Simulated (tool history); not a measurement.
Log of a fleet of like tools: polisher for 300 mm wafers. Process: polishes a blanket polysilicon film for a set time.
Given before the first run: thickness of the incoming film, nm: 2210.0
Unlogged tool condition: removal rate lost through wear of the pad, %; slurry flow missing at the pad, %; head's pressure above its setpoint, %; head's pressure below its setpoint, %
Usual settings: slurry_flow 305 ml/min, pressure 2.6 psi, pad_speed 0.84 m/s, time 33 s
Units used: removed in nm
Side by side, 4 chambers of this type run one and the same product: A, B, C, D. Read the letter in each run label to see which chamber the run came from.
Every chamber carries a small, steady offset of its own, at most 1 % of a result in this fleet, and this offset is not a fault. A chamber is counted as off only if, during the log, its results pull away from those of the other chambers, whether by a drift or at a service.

| run | hour | slurry_flow | pressure | pad_speed | time | wafers polished on this pad | hours since the slurry nozzle was cleaned | hours since the head pressure was calibrated | removed |
|---|---|---|---|---|---|---|---|---|---|
|  | 2.4 | chamber B: worn pad replaced by a new one |
| 1C | 6.4 | 305 | 2.6 | 0.84 | 33 | 540 | 588.9 | 313.4 | 223.98 |
| 2D | 13.9 | 305 | 2.6 | 0.84 | 33 | 284 | 29.3 | 437.7 | 225.13 |
| 3A | 20.9 | 305 | 2.6 | 0.84 | 33 | 422 | 578.6 | 366.8 | 229.39 |
| 4B | 26.8 | 305 | 2.6 | 0.84 | 33 | 197 | 527.3 | 713.2 | 226.85 |
| 5A | 35.0 | 305 | 2.6 | 0.84 | 33 | 536 | 592.7 | 380.9 | 226.63 |
|  | 45.5 | chamber A: head pressure recalibrated |
| 6C | 45.7 | 305 | 2.6 | 1.12 | 44 | 857 | 628.2 | 352.7 | 392.67 |
| 7B | 52.3 | 305 | 2.6 | 1.12 | 44 | 403 | 552.8 | 738.7 | 401.08 |
| 8D | 60.8 | 305 | 2.6 | 1.12 | 44 | 663 | 76.2 | 484.6 | 405.62 |
| 9A | 68.1 | 305 | 2.6 | 1.12 | 44 | 803 | 625.8 | 22.6 | 405.23 |
| 10C | 74.1 | 305 | 2.6 | 0.84 | 33 | 1086 | 656.6 | 381.1 | 227.57 |
|  | 76.7 | chamber D: worn pad replaced by a new one |
| 11B | 84.1 | 305 | 2.6 | 0.84 | 33 | 659 | 584.6 | 770.5 | 229.06 |
|  | 88.4 | chamber C: worn pad replaced by a new one |
| 12D | 94.2 | 305 | 2.6 | 0.84 | 33 | 142 | 109.6 | 518.0 | 228.20 |
|  | 97.6 | chamber A: worn pad replaced by a new one |
| 13C | 102.5 | 305 | 2.6 | 0.84 | 33 | 114 | 685.0 | 409.5 | 225.46 |
| 14B | 108.8 | 305 | 2.6 | 0.84 | 33 | 859 | 609.3 | 795.2 | 224.92 |
| 15D | 114.3 | 305 | 2.6 | 0.84 | 33 | 304 | 129.7 | 538.1 | 233.69 |
| 16A | 125.3 | 305 | 2.6 | 0.84 | 33 | 223 | 683.0 | 79.8 | 224.44 |
|  | 128.1 | chamber B: worn pad replaced by a new one |
| 17A | 136.2 | 305 | 2.6 | 0.84 | 33 | 311 | 693.9 | 90.7 | 232.00 |
| 18C | 146.0 | 305 | 2.6 | 0.84 | 33 | 465 | 728.5 | 453.0 | 221.33 |
| 19B | 154.4 | 305 | 2.6 | 0.84 | 33 | 212 | 654.9 | 840.8 | 217.06 |
| 20D | 162.6 | 305 | 2.6 | 0.84 | 33 | 694 | 178.0 | 586.4 | 227.54 |
| 21D | 167.4 | 305 | 2.6 | 0.84 | 33 | 732 | 182.8 | 591.2 | 227.62 |
|  | 169.9 | chamber C: slurry nozzle cleaned |
| 22A | 172.7 | 305 | 2.6 | 0.84 | 33 | 606 | 730.4 | 127.2 | 232.72 |
|  | 179.9 | chamber D: worn pad replaced by a new one |
| 23B | 181.0 | 305 | 2.6 | 0.84 | 33 | 427 | 681.5 | 867.4 | 210.80 |
| 24C | 185.8 | 305 | 2.6 | 0.84 | 33 | 786 | 15.9 | 492.8 | 224.01 |
| 25C | 195.3 | 305 | 2.6 | 0.84 | 33 | 863 | 25.4 | 502.3 | 224.87 |
| 26B | 202.8 | 305 | 2.6 | 0.84 | 33 | 603 | 703.3 | 889.2 | 211.11 |
|  | 209.7 | chamber A: slurry nozzle cleaned |
| 27D | 210.1 | 305 | 2.6 | 0.84 | 33 | 244 | 225.5 | 633.9 | 227.08 |
| 28A | 218.6 | 305 | 2.6 | 0.84 | 33 | 976 | 8.9 | 173.1 | 227.65 |
| 29C | 226.8 | 305 | 2.6 | 0.84 | 33 | 1117 | 56.9 | 533.8 | 221.60 |
| 30D | 232.5 | 395 | 2.6 | 0.84 | 33 | 424 | 247.9 | 656.3 | 231.27 |
|  | 234.8 | chamber C: head pressure recalibrated |
|  | 239.2 | chamber C: worn pad replaced by a new one |
| 31B | 239.2 | 395 | 2.6 | 0.84 | 33 | 896 | 739.7 | 925.6 | 211.16 |
| 32A | 247.6 | 395 | 2.6 | 0.84 | 33 | 1211 | 37.9 | 202.1 | 233.92 |
| 33D | 253.8 | 395 | 2.6 | 0.84 | 33 | 596 | 269.2 | 677.6 | 233.29 |
| 34C | 261.8 | 305 | 2.6 | 0.84 | 33 | 183 | 91.9 | 27.0 | 223.09 |

Does one chamber stand apart from the rest, does the shared gauge drift, or is all well apart from small per-chamber offsets? Give the chamber and the most likely cause, where there is one.

It is chamber B that slowly wanders off from its peers.
Cause: head's pressure below its setpoint, % = 10.1.

Below are 4 candidate recipes for chamber B's next run, each the usual settings with a change, their results shown as question marks. Which of them brings B's results back in line with what the other chambers give on the usual settings?
Counts as in line when no further than this from what the other chambers average on the usual settings: removed 10.00 nm
| 35B-1 | 269.7 | 305 | 2.7 | 0.88 | 34 |  |  |  | ? |
| 35B-2 | 269.7 | 300 | 2.3 | 0.84 | 33 |  |  |  | ? |
| 35B-3 | 269.7 | 305 | 2.6 | 0.84 | 32 |  |  |  | ? |
| 35B-4 | 269.7 | 305 | 2.6 | 0.84 | 34 |  |  |  | ? |

Mean of the other chambers on the usual settings: removed 227.99 nm
| run | removed |
|---|---|
| 35B-1 | 227.72 |
| 35B-2 | 179.66 |
| 35B-3 | 197.13 |
| 35B-4 | 209.45 |
35B-1 puts the chamber back in line with the other chambers.
